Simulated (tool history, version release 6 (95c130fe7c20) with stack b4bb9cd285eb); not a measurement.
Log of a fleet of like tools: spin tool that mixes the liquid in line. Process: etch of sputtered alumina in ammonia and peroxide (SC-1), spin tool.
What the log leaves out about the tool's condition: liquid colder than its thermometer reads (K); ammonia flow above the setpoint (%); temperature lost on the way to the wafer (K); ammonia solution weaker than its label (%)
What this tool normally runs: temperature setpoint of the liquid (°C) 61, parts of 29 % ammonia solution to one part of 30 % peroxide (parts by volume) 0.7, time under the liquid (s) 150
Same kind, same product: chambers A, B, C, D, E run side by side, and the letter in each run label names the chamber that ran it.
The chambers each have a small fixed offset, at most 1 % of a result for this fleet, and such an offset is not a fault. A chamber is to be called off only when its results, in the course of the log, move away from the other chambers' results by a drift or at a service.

run	day	temperature setpoint of the liquid (°C)	parts of 29 % ammonia solution to one part of 30 % peroxide (parts by volume)	time under the liquid (s)	hours since the thermometer was replaced	hours since the ammonia flow meter was replaced	hours since the heated supply line was repaired	hours since the drum of ammonia solution was connected	read-back film thickness of the sputtered alumina reference wafer, read on the same gauge (nm)	thickness taken off the sputtered alumina on a monitor wafer (Å)
# day 0.25: chamber D: ammonia flow meter replaced
1C	0.462	61	0.7	150	1243.3	734.9	323.8	169.5	100.02	160.98
2B	1	61	0.7	150	577.6	917.9	1065.9	91.4	100.02	160.39
3D	1.312	61	0.7	150	1177.3	25.5	670.9	254.2	99.966	158.41
4E	1.75	61	0.7	150	1901.4	445.5	793.6	632.3	100.02	160.55
5A	2.075	61	0.7	150	1697.5	318	1600.3	825.4	99.971	160.62
6A	2.508	61	0.7	150	1707.9	328.4	1610.7	835.8	100	159.33
7B	2.775	61	0.7	150	620.2	960.5	1108.5	134	99.965	161.15
8E	3.346	61	0.7	150	1939.7	483.8	831.9	670.6	100	159.91
9C	3.721	61	0.7	150	1321.5	813.1	402	247.7	99.981	159.34
10D	4.167	61	0.7	150	1245.8	94	739.4	322.7	100.02	161.35
11D	4.654	61	0.7	150	1257.5	105.7	751.1	334.4	99.987	159.54
# day 4.692: chamber C: ammonia flow meter replaced
12B	4.958	61	0.7	150	672.6	1012.9	1160.9	186.4	100.01	158.6
# day 5.371: chamber E: new drum of ammonia solution connected
13A	5.412	61	0.7	150	1777.6	398.1	1680.4	905.5	100.03	159.77
14E	5.962	61	0.7	150	2002.5	546.6	894.7	14.3	100.01	160.22
15C	6.421	61	0.7	150	1386.3	41.5	466.8	312.5	99.941	159.3
16B	6.983	61	0.7	75	721.2	1061.5	1209.5	235	100.02	80.826
# day 7.379: chamber A: new drum of ammonia solution connected
17A	7.412	61	0.7	75	1825.6	446.1	1728.4	0.9	99.996	81.2
18E	7.992	61	0.7	75	2051.2	595.3	943.4	63	100.01	80.09
19D	8.417	61	0.7	75	1347.8	196	841.4	424.7	99.952	79.676
20C	8.967	61	0.7	75	1447.4	102.6	527.9	373.6	100.02	79.11
21C	9.471	61	0.7	150	1459.5	114.7	540	385.7	100	158.35
# day 9.912: chamber A: heated supply line repaired
22B	10.058	61	0.55	180	795	1135.3	1283.3	308.8	100.02	185.09
23E	10.529	61	0.55	180	2112.1	656.2	1004.3	123.9	100.03	188.61
# day 10.533: chamber B: ammonia flow meter replaced
24D	10.788	61	0.55	180	1404.7	252.9	898.3	481.6	100.04	189.81
25A	11.054	61	0.55	180	1913	533.5	27.5	88.3	100.05	187.25
26D	11.621	61	0.55	180	1424.7	272.9	918.3	501.6	99.978	189.74
# day 11.858: chamber C: new drum of ammonia solution connected
27B	12.083	61	0.7	150	843.6	37.3	1331.9	357.4	100.03	158.74
28C	12.375	61	0.7	150	1529.2	184.4	609.7	12.5	100.02	158.61
29A	12.667	61	0.7	150	1951.7	572.2	66.2	127	100.04	162.18
30E	12.929	61	0.7	150	2169.7	713.8	1061.9	181.5	100.02	160.65
31D	13.275	61	0.7	150	1464.4	312.6	958	541.3	99.959	160.47
32A	13.567	61	0.7	150	1973.3	593.8	87.8	148.6	100.02	162.96
# day 13.929: chamber A: thermometer replaced
33E	13.942	61	0.7	150	2194	738.1	1086.2	205.8	100.03	159.91
34C	14.404	61	0.7	150	1577.9	233.1	658.4	61.2	100.01	157.96
35B	14.679	61	0.7	150	905.9	99.6	1394.2	419.7	100.01	156.11
36C	14.938	61	0.5	75	1590.7	245.9	671.2	74	100.01	77.63
37B	15.362	61	0.5	75	922.3	116	1410.6	436.1	99.987	75.596
38A	15.838	61	0.5	75	45.8	648.3	142.3	203.1	100.04	78.712
# day 16.108: chamber D: new drum of ammonia solution connected
39E	16.133	61	0.5	75	2246.6	790.7	1138.8	258.4	100.01	77.68
40D	16.588	61	0.5	75	1543.9	392.1	1037.5	11.5	99.994	78.404
41E	17.138	61	0.7	150	2270.7	814.8	1162.9	282.5	99.981	160.6
42B	17.671	64.5	0.7	180	977.7	171.4	1466	491.5	100.02	219.96
43C	18.133	64.5	0.7	180	1667.4	322.6	747.9	150.7	99.979	229.26

The same settings go to every chamber for the next run, one line per chamber below. Forecast the results for each:
44A	18.554	52	0.7	150						?
44B	18.554	52	0.7	150						?
44C	18.554	52	0.7	150						?
44D	18.554	52	0.7	150						?
44E	18.554	52	0.7	150						?

run	thickness taken off the sputtered alumina on a monitor wafer (Å)
44A	101.48
44B	94.46
44C	101.1
44D	100.6
44E	99.182
